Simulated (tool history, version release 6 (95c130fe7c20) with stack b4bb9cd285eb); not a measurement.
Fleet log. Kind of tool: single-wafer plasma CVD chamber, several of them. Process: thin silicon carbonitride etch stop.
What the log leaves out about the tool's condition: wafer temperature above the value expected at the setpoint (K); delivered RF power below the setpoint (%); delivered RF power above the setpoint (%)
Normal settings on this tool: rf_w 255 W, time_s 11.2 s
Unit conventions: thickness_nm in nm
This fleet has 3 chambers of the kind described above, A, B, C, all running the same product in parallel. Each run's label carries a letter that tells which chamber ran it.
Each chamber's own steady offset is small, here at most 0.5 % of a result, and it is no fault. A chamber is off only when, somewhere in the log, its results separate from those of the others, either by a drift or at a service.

run   hour  rf_w  time_s  hours since the last thermocouple change  hours since the last RF generator calibration  read-back reference wafer on the same gauge, thickness_nm  thickness_nm
 1B      5   255    11.2                                     872.8                                          113.3                                                     7.5595        6.8338
 2A   10.4   255    11.2                                      1431                                         2273.6                                                      7.557        6.8966
 3C   15.2   255    11.2                                     784.3                                         1128.1                                                     7.5604        6.8585
 4A   20.8   255    11.2                                    1441.4                                           2284                                                     7.5568        6.8887
 5B   25.6   255    11.2                                     893.4                                          133.9                                                     7.5626        6.8343
 6C   29.7   255    11.2                                     798.8                                         1142.6                                                     7.5614        6.8486
 7A     34   255    11.2                                    1454.6                                         2297.2                                                     7.5626        6.8694
 8B   37.1   255    11.2                                     904.9                                          145.4                                                     7.5566        6.8352
 9C   43.5   255    11.2                                     812.6                                         1156.4                                                     7.5636        6.9069
10C   49.9   255    11.2                                       819                                         1162.8                                                     7.5606        6.8582
11B   53.5   255    11.2                                     921.3                                          161.8                                                     7.5594        6.8314
12A   58.3   255    11.2                                    1478.9                                         2321.5                                                      7.562        6.8754
13B   64.4   220     9.5                                     932.2                                          172.7                                                     7.5587        5.5742
14C   67.4   220     9.5                                     836.5                                         1180.3                                                     7.5582         5.587
15A   72.2   220     9.5                                    1492.8                                         2335.4                                                     7.5617        5.5641
        74  -- chamber A: RF generator calibrated
16A     78   255    11.2                                    1498.6                                            4.1                                                      7.561        6.8804
17C   82.9   255    11.2                                       852                                         1195.8                                                     7.5593        6.8474
18B   88.6   255    11.2                                     956.4                                          196.9                                                     7.5576        6.8101
19B   92.2   255    11.2                                       960                                          200.5                                                     7.5624        6.8508
20A   97.6   255    11.2                                    1518.2                                           23.7                                                     7.5551        6.9063
21C  102.6   255    10.5                                     871.7                                         1215.5                                                     7.5589         6.457
22A  107.3   255    10.5                                    1527.9                                           33.4                                                     7.5603        6.4173
23B  110.2   255    10.5                                       978                                          218.5                                                     7.5644        6.4261
24C  116.1   255    11.2                                     885.2                                           1229                                                      7.557        6.8638
25B  121.6   255    12.2                                     989.4                                          229.9                                                     7.5546        7.4168
26C    127   255    12.2                                     896.1                                         1239.9                                                     7.5545        7.4884
27A  133.5   255    12.2                                    1554.1                                           59.6                                                     7.5628        7.4755
28A    140   255    11.2                                    1560.6                                           66.1                                                     7.5612        6.8927
29B  145.7   255    11.2                                    1013.5                                            254                                                      7.556        6.8437
30C  149.7   255    11.2                                     918.8                                         1262.6                                                     7.5529        6.8691
31A  155.4   255    11.2                                      1576                                           81.5                                                     7.5615        6.8652
32B  159.6   235    12.4                                    1027.4                                          267.9                                                     7.5603        7.4078
33C  163.6   235    12.4                                     932.7                                         1276.5                                                     7.5578         7.401
34C  168.5   235    12.4                                     937.6                                         1281.4                                                     7.5618        7.4147

Next, every chamber runs the same settings. What will each give?
35A  173.2   255    11.2                                                                                                                                                                 ?
35B  173.2   255    11.2                                                                                                                                                                 ?
35C  173.2   255    11.2                                                                                                                                                                 ?

run  thickness_nm
35A        6.8816
35B         6.846
35C        6.8746
